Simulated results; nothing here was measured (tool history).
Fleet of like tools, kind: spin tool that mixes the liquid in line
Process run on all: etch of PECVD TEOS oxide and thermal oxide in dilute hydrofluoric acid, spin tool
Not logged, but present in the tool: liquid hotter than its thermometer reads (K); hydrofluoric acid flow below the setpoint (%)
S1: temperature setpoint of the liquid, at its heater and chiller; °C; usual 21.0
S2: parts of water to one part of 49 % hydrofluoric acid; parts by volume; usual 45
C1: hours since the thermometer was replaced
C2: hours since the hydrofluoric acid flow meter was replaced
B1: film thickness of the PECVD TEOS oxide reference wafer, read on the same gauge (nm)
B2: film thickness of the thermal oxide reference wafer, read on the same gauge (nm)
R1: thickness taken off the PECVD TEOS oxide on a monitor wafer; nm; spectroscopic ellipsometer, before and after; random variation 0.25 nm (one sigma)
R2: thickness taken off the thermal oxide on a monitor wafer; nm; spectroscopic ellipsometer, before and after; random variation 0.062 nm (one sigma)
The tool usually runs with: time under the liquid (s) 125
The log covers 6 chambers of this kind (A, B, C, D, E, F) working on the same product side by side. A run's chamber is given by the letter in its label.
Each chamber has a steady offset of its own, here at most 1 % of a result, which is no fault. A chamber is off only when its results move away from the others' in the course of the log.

{"day": 0.021, "done": "chamber E: thermometer replaced"}
{"run": "1C", "day": 0.417, "S1": 21.0, "S2": 45, "time under the liquid (s)": 125, "C1": 134.1, "C2": 2459.1, "B1": 90.012, "B2": 140.01, "R1": 40.489, "R2": 12.422}
{"run": "2A", "day": 0.829, "S1": 21.0, "S2": 45, "time under the liquid (s)": 125, "C1": 205.5, "C2": 689.5, "B1": 90.01, "B2": 140.01, "R1": 40.328, "R2": 12.478}
{"run": "3F", "day": 1.142, "S1": 21.0, "S2": 45, "time under the liquid (s)": 125, "C1": 79.5, "C2": 199.4, "B1": 89.979, "B2": 139.98, "R1": 40.094, "R2": 12.488}
{"run": "4B", "day": 1.471, "S1": 21.0, "S2": 45, "time under the liquid (s)": 125, "C1": 959.0, "C2": 629.8, "B1": 90.002, "B2": 140.01, "R1": 40.197, "R2": 12.421}
{"run": "5E", "day": 1.829, "S1": 21.0, "S2": 45, "time under the liquid (s)": 125, "C1": 43.4, "C2": 968.8, "B1": 90.009, "B2": 140.0, "R1": 40.243, "R2": 12.42}
{"run": "6D", "day": 2.229, "S1": 21.0, "S2": 45, "time under the liquid (s)": 125, "C1": 350.6, "C2": 56.8, "B1": 89.989, "B2": 140.0, "R1": 39.738, "R2": 12.33}
{"day": 2.379, "done": "chamber C: hydrofluoric acid flow meter replaced"}
{"run": "7B", "day": 2.729, "S1": 21.0, "S2": 45, "time under the liquid (s)": 125, "C1": 989.2, "C2": 660.0, "B1": 90.011, "B2": 140.01, "R1": 40.237, "R2": 12.43}
{"run": "8C", "day": 3.225, "S1": 21.0, "S2": 45, "time under the liquid (s)": 125, "C1": 201.5, "C2": 20.3, "B1": 90.024, "B2": 140.03, "R1": 40.501, "R2": 12.478}
{"run": "9F", "day": 3.721, "S1": 21.0, "S2": 45, "time under the liquid (s)": 125, "C1": 141.4, "C2": 261.3, "B1": 89.991, "B2": 139.98, "R1": 40.336, "R2": 12.463}
{"run": "10A", "day": 4.083, "S1": 17.5, "S2": 45, "time under the liquid (s)": 125, "C1": 283.6, "C2": 767.6, "B1": 89.988, "B2": 139.96, "R1": 34.229, "R2": 10.63}
{"run": "11D", "day": 4.325, "S1": 17.5, "S2": 45, "time under the liquid (s)": 125, "C1": 400.9, "C2": 107.1, "B1": 90.0, "B2": 140.02, "R1": 34.655, "R2": 10.702}
{"run": "12E", "day": 4.692, "S1": 17.5, "S2": 45, "time under the liquid (s)": 125, "C1": 112.1, "C2": 1037.5, "B1": 89.987, "B2": 140.01, "R1": 34.424, "R2": 10.562}
{"run": "13C", "day": 5.05, "S1": 17.5, "S2": 45, "time under the liquid (s)": 125, "C1": 245.3, "C2": 64.1, "B1": 89.989, "B2": 139.97, "R1": 34.6, "R2": 10.567}
{"run": "14D", "day": 5.338, "S1": 17.5, "S2": 45, "time under the liquid (s)": 125, "C1": 425.2, "C2": 131.4, "B1": 89.989, "B2": 139.97, "R1": 34.936, "R2": 10.695}
{"run": "15B", "day": 5.65, "S1": 17.5, "S2": 45, "time under the liquid (s)": 125, "C1": 1059.3, "C2": 730.1, "B1": 89.997, "B2": 139.99, "R1": 34.384, "R2": 10.693}
{"run": "16F", "day": 6.096, "S1": 17.5, "S2": 45, "time under the liquid (s)": 85, "C1": 198.4, "C2": 318.3, "B1": 90.002, "B2": 139.96, "R1": 23.42, "R2": 7.2403}
{"run": "17E", "day": 6.375, "S1": 17.5, "S2": 45, "time under the liquid (s)": 85, "C1": 152.5, "C2": 1077.9, "B1": 90.001, "B2": 140.0, "R1": 23.719, "R2": 7.284}
{"run": "18A", "day": 6.638, "S1": 17.5, "S2": 45, "time under the liquid (s)": 85, "C1": 344.9, "C2": 828.9, "B1": 90.017, "B2": 140.02, "R1": 23.42, "R2": 7.2625}
{"run": "19C", "day": 7.062, "S1": 17.5, "S2": 45, "time under the liquid (s)": 85, "C1": 293.6, "C2": 112.4, "B1": 90.005, "B2": 140.0, "R1": 23.562, "R2": 7.1995}
{"run": "20F", "day": 7.462, "S1": 17.5, "S2": 45, "time under the liquid (s)": 85, "C1": 231.2, "C2": 351.1, "B1": 90.017, "B2": 139.99, "R1": 23.524, "R2": 7.3193}
{"run": "21B", "day": 7.788, "S1": 17.5, "S2": 45, "time under the liquid (s)": 85, "C1": 1110.6, "C2": 781.4, "B1": 90.036, "B2": 140.02, "R1": 23.384, "R2": 7.2733}
{"run": "22D", "day": 8.062, "S1": 21.0, "S2": 45, "time under the liquid (s)": 125, "C1": 490.6, "C2": 196.8, "B1": 90.01, "B2": 140.01, "R1": 39.857, "R2": 12.259}
{"run": "23A", "day": 8.525, "S1": 21.0, "S2": 45, "time under the liquid (s)": 125, "C1": 390.2, "C2": 874.2, "B1": 89.995, "B2": 140.03, "R1": 40.327, "R2": 12.383}
{"run": "24E", "day": 8.938, "S1": 25.5, "S2": 45, "time under the liquid (s)": 125, "C1": 214.0, "C2": 1139.4, "B1": 90.015, "B2": 139.99, "R1": 48.505, "R2": 14.976}
{"run": "25A", "day": 9.346, "S1": 25.5, "S2": 45, "time under the liquid (s)": 125, "C1": 409.9, "C2": 893.9, "B1": 89.991, "B2": 139.98, "R1": 48.847, "R2": 14.924}
{"run": "26D", "day": 9.65, "S1": 25.5, "S2": 45, "time under the liquid (s)": 125, "C1": 528.7, "C2": 234.9, "B1": 90.039, "B2": 140.0, "R1": 48.169, "R2": 14.815}
{"run": "27C", "day": 9.979, "S1": 25.5, "S2": 45, "time under the liquid (s)": 125, "C1": 363.6, "C2": 182.4, "B1": 90.02, "B2": 139.99, "R1": 48.837, "R2": 14.995}
{"run": "28E", "day": 10.404, "S1": 25.5, "S2": 45, "time under the liquid (s)": 125, "C1": 249.2, "C2": 1174.6, "B1": 89.986, "B2": 139.99, "R1": 48.788, "R2": 14.817}
{"run": "29B", "day": 10.662, "S1": 25.5, "S2": 45, "time under the liquid (s)": 125, "C1": 1179.6, "C2": 850.4, "B1": 89.97, "B2": 140.02, "R1": 48.034, "R2": 14.869}
{"day": 10.854, "done": "chamber D: thermometer replaced"}
{"run": "30F", "day": 10.962, "S1": 21.0, "S2": 45, "time under the liquid (s)": 125, "C1": 315.2, "C2": 435.1, "B1": 90.0, "B2": 139.99, "R1": 39.776, "R2": 12.464}
{"run": "31A", "day": 11.279, "S1": 21.0, "S2": 45, "time under the liquid (s)": 125, "C1": 456.3, "C2": 940.3, "B1": 89.988, "B2": 140.02, "R1": 40.162, "R2": 12.449}
{"run": "32C", "day": 11.558, "S1": 17.5, "S2": 45, "time under the liquid (s)": 55, "C1": 401.5, "C2": 220.3, "B1": 90.02, "B2": 139.98, "R1": 15.217, "R2": 4.6768}
{"run": "33F", "day": 12.004, "S1": 17.5, "S2": 45, "time under the liquid (s)": 55, "C1": 340.2, "C2": 460.1, "B1": 89.992, "B2": 140.03, "R1": 15.259, "R2": 4.6954}
{"run": "34E", "day": 12.25, "S1": 17.5, "S2": 45, "time under the liquid (s)": 55, "C1": 293.5, "C2": 1218.9, "B1": 89.98, "B2": 140.01, "R1": 15.203, "R2": 4.713}
{"run": "35D", "day": 12.708, "S1": 17.5, "S2": 45, "time under the liquid (s)": 55, "C1": 44.6, "C2": 308.3, "B1": 89.988, "B2": 140.02, "R1": 15.146, "R2": 4.7404}
{"run": "36B", "day": 13.067, "S1": 17.5, "S2": 45, "time under the liquid (s)": 55, "C1": 1237.3, "C2": 908.1, "B1": 89.998, "B2": 139.98, "R1": 15.032, "R2": 4.7381}
{"run": "37B", "day": 13.388, "S1": 17.5, "S2": 45, "time under the liquid (s)": 55, "C1": 1245.0, "C2": 915.8, "B1": 90.014, "B2": 140.02, "R1": 15.144, "R2": 4.7238}
{"run": "38F", "day": 13.808, "S1": 21.0, "S2": 25, "time under the liquid (s)": 125, "C1": 383.5, "C2": 503.4, "B1": 90.013, "B2": 140.01, "R1": 73.234, "R2": 22.617}
{"run": "39A", "day": 14.183, "S1": 21.0, "S2": 25, "time under the liquid (s)": 125, "C1": 526.0, "C2": 1010.0, "B1": 90.01, "B2": 140.0, "R1": 73.395, "R2": 22.642}
{"run": "40E", "day": 14.425, "S1": 21.0, "S2": 25, "time under the liquid (s)": 125, "C1": 345.7, "C2": 1271.1, "B1": 90.016, "B2": 139.98, "R1": 75.322, "R2": 23.067}
{"run": "41D", "day": 14.85, "S1": 21.0, "S2": 25, "time under the liquid (s)": 125, "C1": 96.0, "C2": 359.7, "B1": 89.983, "B2": 139.97, "R1": 73.245, "R2": 22.634}
{"day": 14.996, "done": "chamber C: thermometer replaced"}
{"run": "42C", "day": 15.342, "S1": 21.0, "S2": 25, "time under the liquid (s)": 125, "C1": 8.4, "C2": 311.1, "B1": 89.989, "B2": 139.98, "R1": 75.533, "R2": 22.936}
{"run": "43F", "day": 15.725, "S1": 21.0, "S2": 25, "time under the liquid (s)": 125, "C1": 429.5, "C2": 549.4, "B1": 89.996, "B2": 140.01, "R1": 73.499, "R2": 22.667}
{"run": "44B", "day": 16.075, "S1": 21.0, "S2": 45, "time under the liquid (s)": 125, "C1": 1309.5, "C2": 980.3, "B1": 89.978, "B2": 140.02, "R1": 39.79, "R2": 12.343}

Next, every chamber runs the same settings. What will each give?
{"run": "45A", "day": 16.429, "S1": 21.0, "S2": 45, "time under the liquid (s)": 125, "R1": "?", "R2": "?"}
{"run": "45B", "day": 16.429, "S1": 21.0, "S2": 45, "time under the liquid (s)": 125, "R1": "?", "R2": "?"}
{"run": "45C", "day": 16.429, "S1": 21.0, "S2": 45, "time under the liquid (s)": 125, "R1": "?", "R2": "?"}
{"run": "45D", "day": 16.429, "S1": 21.0, "S2": 45, "time under the liquid (s)": 125, "R1": "?", "R2": "?"}
{"run": "45E", "day": 16.429, "S1": 21.0, "S2": 45, "time under the liquid (s)": 125, "R1": "?", "R2": "?"}
{"run": "45F", "day": 16.429, "S1": 21.0, "S2": 45, "time under the liquid (s)": 125, "R1": "?", "R2": "?"}

run=45A R1=40.792 R2=12.3590
run=45B R1=39.894 R2=12.4110
run=45C R1=40.340 R2=12.3430
run=45D R1=40.111 R2=12.3520
run=45E R1=40.197 R2=12.3520
run=45F R1=40.224 R2=12.5060
